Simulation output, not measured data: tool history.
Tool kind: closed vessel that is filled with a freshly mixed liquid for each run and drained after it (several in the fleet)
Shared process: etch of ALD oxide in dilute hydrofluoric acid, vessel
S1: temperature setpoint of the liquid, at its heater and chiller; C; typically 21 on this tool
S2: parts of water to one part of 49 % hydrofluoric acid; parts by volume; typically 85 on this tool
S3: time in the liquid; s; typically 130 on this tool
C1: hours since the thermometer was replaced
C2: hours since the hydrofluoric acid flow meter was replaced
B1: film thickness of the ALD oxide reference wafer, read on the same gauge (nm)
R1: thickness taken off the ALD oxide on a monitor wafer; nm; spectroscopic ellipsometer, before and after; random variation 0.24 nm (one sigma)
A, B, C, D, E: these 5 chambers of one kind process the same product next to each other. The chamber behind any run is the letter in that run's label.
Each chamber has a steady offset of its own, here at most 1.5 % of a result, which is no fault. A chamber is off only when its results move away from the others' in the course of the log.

run,day,S1,S2,S3,C1,C2,B1,R1
1B,0.371,21,85,130,1011.9,48.8,50.013,33.271
2D,0.783,21,85,130,427.1,804.5,50.003,33.01
# day 0.925: chamber C: hydrofluoric acid flow meter replaced
3E,1.117,21,85,130,1336.9,1097.8,49.997,33.28
4A,1.542,21,85,130,557.6,252.2,50.005,33.065
5C,1.983,21,85,130,767.6,25.5,50.01,33.742
6A,2.383,21,85,130,577.8,272.4,49.995,33.8
7B,2.879,21,85,130,1072.1,109,50.002,33.341
8D,3.317,21,85,130,487.9,865.3,49.994,33.27
9C,3.621,21,85,130,806.9,64.8,50.002,33.695
10E,3.883,21,85,130,1403.3,1164.2,49.984,33.608
11C,4.188,21,55,155,820.5,78.4,50.007,63.602
# day 4.525: chamber B: thermometer replaced
12B,4.771,21,55,155,5.9,154.4,50.01,64.044
13D,5.208,21,55,155,533.3,910.7,50.012,62.941
14E,5.8,21,55,155,1449.3,1210.2,50.004,64.958
15A,6.396,21,55,155,674.1,368.7,50.009,63.343
16E,6.788,21,85,130,1473,1233.9,49.988,33.285
17B,7.25,21,85,130,65.4,213.9,49.974,33.586
18A,7.679,21,85,130,704.9,399.5,49.993,33.403
19D,8.121,21,85,130,603.2,980.6,50.013,32.86
20C,8.654,21,85,130,927.7,185.6,50,33.822
21A,9.167,21,85,130,740.6,435.2,49.995,33.514
22C,9.504,21,85,130,948.1,206,49.992,33.576
# day 9.725: chamber E: thermometer replaced
23B,9.967,21,85,130,130.6,279.1,50.013,33.389
24D,10.508,21,85,130,660.5,1037.9,49.999,32.405
25E,10.908,19,85,90,28.5,1332.8,50.002,21.374
26C,11.371,19,85,90,992.9,250.8,49.983,21.587
27E,11.742,19,85,90,48.5,1352.8,50.011,21.42
28A,12.162,19,85,90,812.5,507.1,50.004,21.277
29D,12.733,19,85,90,713.9,1091.3,49.994,20.325
30B,12.996,21,85,130,203.3,351.8,50.006,33.689
31D,13.488,21,85,130,732,1109.4,50.006,31.613
32E,14.05,19,85,75,103.9,1408.2,50.019,18.108
33C,14.562,19,85,75,1069.5,327.4,49.996,17.783
34B,14.862,19,85,75,248.1,396.6,49.992,17.74
35A,15.317,19,85,75,888.2,582.8,49.996,17.647
36C,15.888,19,85,75,1101.3,359.2,49.987,17.702

The same settings go to every chamber for the next run, one line per chamber below. Forecast the results for each:
37A,16.321,21,85,130,,,,?
37B,16.321,21,85,130,,,,?
37C,16.321,21,85,130,,,,?
37D,16.321,21,85,130,,,,?
37E,16.321,21,85,130,,,,?

run,R1
37A,33.519
37B,33.417
37C,33.224
37D,30.913
37E,33.935
